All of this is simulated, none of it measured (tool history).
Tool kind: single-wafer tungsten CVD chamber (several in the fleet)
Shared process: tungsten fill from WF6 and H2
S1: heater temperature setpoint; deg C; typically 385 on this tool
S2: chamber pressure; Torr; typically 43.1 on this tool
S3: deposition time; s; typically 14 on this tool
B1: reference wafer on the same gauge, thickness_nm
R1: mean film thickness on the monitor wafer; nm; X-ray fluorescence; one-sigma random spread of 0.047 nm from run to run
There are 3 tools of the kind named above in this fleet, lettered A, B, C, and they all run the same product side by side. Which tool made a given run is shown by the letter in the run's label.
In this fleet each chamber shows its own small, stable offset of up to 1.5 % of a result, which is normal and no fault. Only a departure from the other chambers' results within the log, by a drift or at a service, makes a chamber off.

run,hour,S1,S2,S3,B1,R1
1A,12.2,385,43.1,14,33.501,36.429
2C,21.1,385,43.1,14,33.492,36.143
3B,31.4,385,43.1,14,33.49,36.197
4C,46.1,385,43.1,14,33.486,36.179
5B,60.5,385,43.1,14,33.491,36.18
6A,70,385,43.1,14,33.473,36.37
7A,76.9,385,43.1,14,33.457,36.365
8B,90.5,385,43.1,14,33.468,36.078
9C,102.9,385,43.1,14,33.454,36.08
10C,111.7,385,43.1,14,33.456,36.167
11A,122.9,385,43.1,14,33.452,36.318
12B,129.7,385,43.1,14,33.445,36.037
13C,136.6,385,43.1,14,33.451,36.069
14A,150,385,43.1,14,33.433,36.264
15B,157.4,385,43.1,14,33.433,36.14
16C,166.3,385,43.1,14,33.419,36.139
17B,174.2,385,43.1,11.7,33.423,30.182
18A,183.2,385,43.1,11.7,33.426,30.255
19A,195.1,385,43.1,11.7,33.424,30.317
# hour 197.5: chamber B: thermocouple changed; heater temperature recalibrated
20C,207.9,385,43.1,14,33.414,36.102
21B,219.4,385,43.1,14,33.4,36.187
22B,234.3,385,43.1,16.1,33.413,41.655
23C,247.2,385,43.1,16.1,33.389,41.633
24A,261,385,43.1,16.1,33.38,41.741
25C,273.2,385,43.1,14,33.388,36.01
26A,284.3,385,43.1,14,33.377,36.281
27B,292.8,385,43.1,14,33.375,36.087
# hour 296.2: chamber C: thermocouple changed; heater temperature recalibrated
28C,303.6,385,43.1,14,33.372,36.067
29A,311.9,385,43.1,14,33.36,36.238
30B,322.8,385,49.2,12.4,33.35,33.888
31B,333,385,49.2,12.4,33.361,33.838
32A,344,385,49.2,12.4,33.343,34.002
33C,356,385,43.1,14,33.348,36.044
34C,363.5,385,43.1,14,33.342,36.058
35A,375,385,43.1,14,33.348,36.236
36B,388.9,385,43.1,14,33.331,36.051
37A,396.6,385,43.1,14,33.336,36.162
38B,405,385,43.1,14,33.323,36.014

Decide between three cases: one chamber stands off from its peers, the gauge reading all wafers drifts, or nothing is wrong past each chamber's small offset. Where a chamber is off, say which and what most likely put it there.

Every chamber seems to shift together because the gauge that measures them all drifts; the chambers themselves are fine.
Cause: gauge reads low (%) = 0.537.

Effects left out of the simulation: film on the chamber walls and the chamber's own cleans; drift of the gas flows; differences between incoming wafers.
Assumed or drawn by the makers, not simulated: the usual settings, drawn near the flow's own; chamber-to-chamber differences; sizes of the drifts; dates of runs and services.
